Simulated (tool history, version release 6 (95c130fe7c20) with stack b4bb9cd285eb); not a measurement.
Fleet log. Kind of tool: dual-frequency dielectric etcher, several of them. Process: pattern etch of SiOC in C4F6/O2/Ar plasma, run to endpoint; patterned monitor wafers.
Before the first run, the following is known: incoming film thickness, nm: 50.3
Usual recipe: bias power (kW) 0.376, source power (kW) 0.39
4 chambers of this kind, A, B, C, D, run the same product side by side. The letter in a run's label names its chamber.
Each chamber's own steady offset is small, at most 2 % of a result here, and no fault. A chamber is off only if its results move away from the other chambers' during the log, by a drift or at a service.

| run | hour | bias power (kW) | source power (kW) | hours since the last wet clean | hours since the last bias power generator calibration | hours since the last source power generator calibration | endpoint time (s) |
|---|---|---|---|---|---|---|---|
| 1B | 7.7 | 0.376 | 0.39 | 105.9 | 180 | 3170.8 | 18.92 |
| 2D | 21.2 | 0.376 | 0.39 | 77.2 | 824.5 | 830.9 | 18.724 |
| 3C | 31.8 | 0.376 | 0.39 | 248.1 | 261.9 | 183.1 | 18.954 |
| 4A | 45.6 | 0.376 | 0.39 | 219.3 | 109.5 | 1189.1 | 19.327 |
| 5C | 54.9 | 0.376 | 0.39 | 271.2 | 285 | 206.2 | 18.825 |
| 6B | 68.3 | 0.376 | 0.39 | 166.5 | 240.6 | 3231.4 | 18.836 |
| 7A | 78.5 | 0.376 | 0.39 | 252.2 | 142.4 | 1222 | 19.28 |
| 8D | 90.1 | 0.376 | 0.39 | 146.1 | 893.4 | 899.8 | 18.91 |
| 9C | 104.7 | 0.376 | 0.39 | 321 | 334.8 | 256 | 19.092 |
|  | 113.3 | chamber B: source power generator calibrated |
| 10A | 113.6 | 0.376 | 0.39 | 287.3 | 177.5 | 1257.1 | 19.229 |
| 11D | 126.3 | 0.376 | 0.44 | 182.3 | 929.6 | 936 | 18.313 |
| 12B | 140.5 | 0.376 | 0.44 | 238.7 | 312.8 | 27.3 | 18.038 |
| 13A | 154.5 | 0.376 | 0.44 | 328.2 | 218.4 | 1298 | 18.414 |
| 14D | 165.6 | 0.376 | 0.44 | 221.6 | 968.9 | 975.3 | 18.106 |
| 15B | 178.7 | 0.376 | 0.39 | 276.9 | 351 | 65.5 | 18.905 |
| 16C | 187.9 | 0.376 | 0.39 | 404.2 | 418 | 339.2 | 18.777 |
| 17C | 199.1 | 0.376 | 0.39 | 415.4 | 429.2 | 350.4 | 18.803 |
| 18A | 208.1 | 0.376 | 0.39 | 381.8 | 272 | 1351.6 | 19.253 |
| 19D | 216.6 | 0.376 | 0.39 | 272.6 | 1019.9 | 1026.3 | 18.878 |
| 20B | 225.1 | 0.376 | 0.39 | 323.3 | 397.4 | 111.9 | 18.884 |
| 21D | 238.3 | 0.301 | 0.45 | 294.3 | 1041.6 | 1048 | 19.418 |
| 22A | 252.4 | 0.301 | 0.45 | 426.1 | 316.3 | 1395.9 | 19.952 |
| 23B | 261.4 | 0.301 | 0.45 | 359.6 | 433.7 | 148.2 | 19.337 |
| 24C | 270.9 | 0.301 | 0.45 | 487.2 | 501 | 422.2 | 19.155 |
| 25C | 278 | 0.376 | 0.39 | 494.3 | 508.1 | 429.3 | 18.985 |
|  | 285.7 | chamber C: wet clean of the chamber |
| 26A | 288.6 | 0.376 | 0.39 | 462.3 | 352.5 | 1432.1 | 19.615 |
| 27B | 300.1 | 0.376 | 0.39 | 398.3 | 472.4 | 186.9 | 18.801 |
| 28D | 307.2 | 0.376 | 0.46 | 363.2 | 1110.5 | 1116.9 | 17.958 |
|  | 320.2 | chamber B: wet clean of the chamber |
| 29B | 321.8 | 0.376 | 0.46 | 1.7 | 494.1 | 208.6 | 17.776 |
| 30D | 336.4 | 0.376 | 0.46 | 392.4 | 1139.7 | 1146.1 | 18.02 |
| 31C | 348.1 | 0.376 | 0.46 | 62.5 | 578.2 | 499.4 | 17.514 |
| 32A | 357 | 0.316 | 0.29 | 530.7 | 420.9 | 1500.5 | 23.709 |
| 33A | 371.9 | 0.316 | 0.29 | 545.6 | 435.8 | 1515.4 | 23.85 |
|  | 373.4 | chamber D: wet clean of the chamber |
| 34C | 384.3 | 0.316 | 0.29 | 98.7 | 614.4 | 535.6 | 22.446 |
| 35D | 391.8 | 0.316 | 0.29 | 18.4 | 1195.1 | 1201.5 | 22.771 |
| 36B | 406.4 | 0.376 | 0.39 | 86.3 | 578.7 | 293.2 | 18.778 |
| 37D | 416.6 | 0.376 | 0.39 | 43.2 | 1219.9 | 1226.3 | 18.871 |
| 38C | 427.9 | 0.376 | 0.39 | 142.3 | 658 | 579.2 | 18.839 |
|  | 429.7 | chamber A: source power generator calibrated |
| 39B | 434.8 | 0.439 | 0.48 | 114.7 | 607.1 | 321.6 | 16.672 |
| 40A | 448.6 | 0.439 | 0.48 | 622.3 | 512.5 | 19 | 17.746 |
| 41A | 455.8 | 0.439 | 0.48 | 629.5 | 519.7 | 26.2 | 17.732 |
| 42D | 462.7 | 0.439 | 0.48 | 89.3 | 1266 | 1272.4 | 16.705 |
| 43B | 471.5 | 0.376 | 0.39 | 151.4 | 643.8 | 358.3 | 18.944 |
| 44C | 485.6 | 0.376 | 0.39 | 200 | 715.7 | 636.9 | 18.969 |

The same settings go to every chamber for the next run, one line per chamber below. Forecast the results for each:
| 45A | 496.3 | 0.376 | 0.39 |  |  |  | ? |
| 45B | 496.3 | 0.376 | 0.39 |  |  |  | ? |
| 45C | 496.3 | 0.376 | 0.39 |  |  |  | ? |
| 45D | 496.3 | 0.376 | 0.39 |  |  |  | ? |

| run | endpoint time (s) |
|---|---|
| 45A | 20.505 |
| 45B | 18.968 |
| 45C | 18.686 |
| 45D | 18.784 |

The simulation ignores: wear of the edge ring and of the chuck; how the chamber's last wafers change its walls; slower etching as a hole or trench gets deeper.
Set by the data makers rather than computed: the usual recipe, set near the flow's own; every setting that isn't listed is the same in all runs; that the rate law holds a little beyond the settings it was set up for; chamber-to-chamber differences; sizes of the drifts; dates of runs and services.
